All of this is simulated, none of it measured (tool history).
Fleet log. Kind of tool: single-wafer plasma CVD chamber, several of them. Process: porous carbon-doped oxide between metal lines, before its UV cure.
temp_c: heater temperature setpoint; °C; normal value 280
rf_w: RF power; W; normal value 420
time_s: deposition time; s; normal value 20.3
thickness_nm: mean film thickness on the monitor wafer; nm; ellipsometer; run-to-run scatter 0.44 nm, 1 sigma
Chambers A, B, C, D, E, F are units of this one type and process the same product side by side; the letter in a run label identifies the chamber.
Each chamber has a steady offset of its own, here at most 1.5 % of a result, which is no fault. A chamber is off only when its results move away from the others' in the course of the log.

run   hour  temp_c  rf_w  time_s  hours since the last thermocouple change  hours since the last RF generator calibration  read-back reference wafer on the same gauge, thickness_nm  thickness_nm
 1C    6.8     280   420    20.3                                    1102.0                                          421.0                                                     108.11       110.130
 2E   16.2     280   420    20.3                                     287.7                                         1144.6                                                     107.96       111.010
 3B   21.9     280   420    20.3                                     927.6                                         1098.8                                                     107.96       111.410
 4F   29.0     280   420    20.3                                    1500.3                                         1252.2                                                     107.97       110.480
 5A   36.6     280   420    20.3                                     227.0                                         1062.3                                                     108.01       109.070
 6D   42.5     280   420    20.3                                    1166.9                                          246.2                                                     108.03       109.260
 7B   49.5     280   420    20.3                                     955.2                                         1126.4                                                     108.05       111.170
 8D   54.9     280   420    20.3                                    1179.3                                          258.6                                                     108.07       109.180
 9F   59.5     280   420    20.3                                    1530.8                                         1282.7                                                     108.04       110.630
10C   69.4     280   420    20.3                                    1164.6                                          483.6                                                     108.03       109.900
11E   75.6     280   420    20.3                                     347.1                                         1204.0                                                     107.90       110.740
12A   82.6     288   480    20.3                                     273.0                                         1108.3                                                     108.10       114.620
13A   89.1     288   480    20.3                                     279.5                                         1114.8                                                     107.94       114.140
      90.3  -- chamber D: thermocouple changed; heater temperature recalibrated
14B   95.9     288   480    20.3                                    1001.6                                         1172.8                                                     108.07       117.140
15F  101.2     288   480    20.3                                    1572.5                                         1324.4                                                     108.00       116.820
16C  109.8     288   480    20.3                                    1205.0                                          524.0                                                     108.07       115.160
17D  117.3     288   480    20.3                                      27.1                                          321.0                                                     108.03       114.620
18E  126.2     280   420    20.3                                     397.7                                         1254.6                                                     108.03       111.620
19E  136.1     294   420    22.5                                     407.6                                         1264.5                                                     107.91       112.740
20B  145.8     294   420    22.5                                    1051.5                                         1222.7                                                     108.04       112.550
21F  150.9     294   420    22.5                                    1622.2                                         1374.1                                                     107.82       112.090
     151.9  -- chamber F: thermocouple changed; heater temperature recalibrated
22C  157.5     294   420    22.5                                    1252.7                                          571.7                                                     108.04       111.750
23A  166.8     294   420    22.5                                     357.2                                         1192.5                                                     108.06       109.800
24D  172.7     294   420    22.5                                      82.5                                          376.4                                                     107.90       111.100
25A  177.6     280   420    20.3                                     368.0                                         1203.3                                                     107.96       109.260
26C  186.6     280   420    20.3                                    1281.8                                          600.8                                                     108.07       110.680
27E  191.0     280   420    20.3                                     462.5                                         1319.4                                                     108.01       111.220
28F  196.0     280   420    20.3                                      44.1                                         1419.2                                                     108.02       114.470
29D  204.5     280   420    17.3                                     114.3                                          408.2                                                     107.97        93.623
30B  211.2     280   420    17.3                                    1116.9                                         1288.1                                                     108.03        95.042
31C  217.9     280   420    17.3                                    1313.1                                          632.1                                                     107.94        94.338
32B  226.9     280   420    17.3                                    1132.6                                         1303.8                                                     108.02        95.335
33D  233.3     280   420    17.3                                     143.1                                          437.0                                                     108.04        92.783
34A  240.3     280   420    17.3                                     430.7                                         1266.0                                                     108.00        93.309
35F  248.1     280   420    20.3                                      96.2                                         1471.3                                                     107.95       114.700
36E  252.7     280   420    20.3                                     524.2                                         1381.1                                                     108.02       111.180
37E  260.9     280   420    20.3                                     532.4                                         1389.3                                                     108.05       111.010

The same settings go to every chamber for the next run, one line per chamber below. Forecast the results for each:
38A  268.1     280   420    20.3                                                                                                                                                                 ?
38B  268.1     280   420    20.3                                                                                                                                                                 ?
38C  268.1     280   420    20.3                                                                                                                                                                 ?
38D  268.1     280   420    20.3                                                                                                                                                                 ?
38E  268.1     280   420    20.3                                                                                                                                                                 ?
38F  268.1     280   420    20.3                                                                                                                                                                 ?

run  thickness_nm
38A       109.210
38B       111.080
38C       110.840
38D       108.490
38E       110.820
38F       114.990
